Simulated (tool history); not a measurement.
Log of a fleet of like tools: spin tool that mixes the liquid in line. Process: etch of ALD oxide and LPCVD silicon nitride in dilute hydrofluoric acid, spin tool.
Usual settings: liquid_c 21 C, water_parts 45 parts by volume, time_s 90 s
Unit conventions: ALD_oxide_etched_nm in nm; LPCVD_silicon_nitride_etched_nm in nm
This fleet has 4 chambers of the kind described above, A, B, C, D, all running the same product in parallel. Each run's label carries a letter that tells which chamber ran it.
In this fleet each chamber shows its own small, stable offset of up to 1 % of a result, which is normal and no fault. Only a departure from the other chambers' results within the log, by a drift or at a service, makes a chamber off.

run	hour	liquid_c	water_parts	time_s	read-back film thickness of the ALD oxide reference wafer, read on the same gauge (nm)	read-back film thickness of the LPCVD silicon nitride reference wafer, read on the same gauge (nm)	ALD_oxide_etched_nm	LPCVD_silicon_nitride_etched_nm
1A	7.9	21	45	90	119.97	120.07	42.320	0.84884
2B	19.0	21	45	90	120.02	120.02	42.062	0.89159
3C	26.4	21	45	90	119.98	120.02	42.116	0.87246
4D	34.3	21	45	90	120.03	119.97	41.503	0.90317
5B	45.6	21	45	90	120.04	120.01	42.660	0.87474
6D	51.2	23	35	90	120.03	120.06	58.832	1.23190
7C	57.3	23	35	90	120.01	120.04	59.225	1.37730
8A	66.3	23	35	90	120.03	120.01	59.748	1.35270
9C	76.0	23	35	90	120.04	119.98	59.515	1.31810
10B	86.4	21	45	90	120.03	120.00	42.111	0.88982
11A	94.7	21	45	90	120.05	119.96	42.405	0.86342
12D	100.2	21	45	90	120.01	120.00	41.127	0.87798
# hour 100.5: chamber A: thermometer replaced
13C	110.7	21	45	90	119.97	119.98	42.034	0.86750
14D	119.3	21	45	90	120.02	119.99	41.593	0.86272
15B	125.3	21	45	45	120.01	120.00	21.152	0.42857
16A	130.3	21	45	45	120.02	120.00	21.036	0.42034
17D	141.3	21	45	45	119.97	120.01	20.455	0.41853
18A	147.9	21	45	45	119.99	120.00	21.323	0.46379
19B	152.8	21	45	90	120.00	119.97	41.899	0.87786
20C	159.3	21	45	90	119.98	119.97	41.823	0.87941
21D	167.0	21	45	90	119.98	120.00	40.459	0.79140
22B	176.1	21	45	90	120.02	119.95	42.272	0.86918
23A	185.3	21	45	90	119.99	120.01	42.081	0.91610
24C	194.6	21	45	90	120.00	120.00	42.090	0.90399
25B	204.8	21	45	90	119.92	120.00	41.998	0.89012
26A	214.0	21	45	90	120.00	119.97	42.000	0.90177
27D	221.0	21	45	90	119.96	119.98	40.217	0.83474
28C	226.6	21	45	90	120.03	120.02	41.941	0.88477
29C	232.7	21	45	90	120.00	120.01	41.395	0.93170
30A	239.6	21	45	90	119.97	120.02	42.327	0.85844
31B	246.6	21	45	90	120.01	120.03	42.551	0.87466
32D	255.9	17	25	90	120.05	120.02	61.161	1.10510

Predict what each chamber gives when all 4 of them run the settings below next.
33A	264.0	21	45	140			?	?
33B	264.0	21	45	140			?	?
33C	264.0	21	45	140			?	?
33D	264.0	21	45	140			?	?

run	ALD_oxide_etched_nm	LPCVD_silicon_nitride_etched_nm
33A	65.582	1.38030
33B	65.766	1.34440
33C	64.620	1.32170
33D	61.451	1.28970
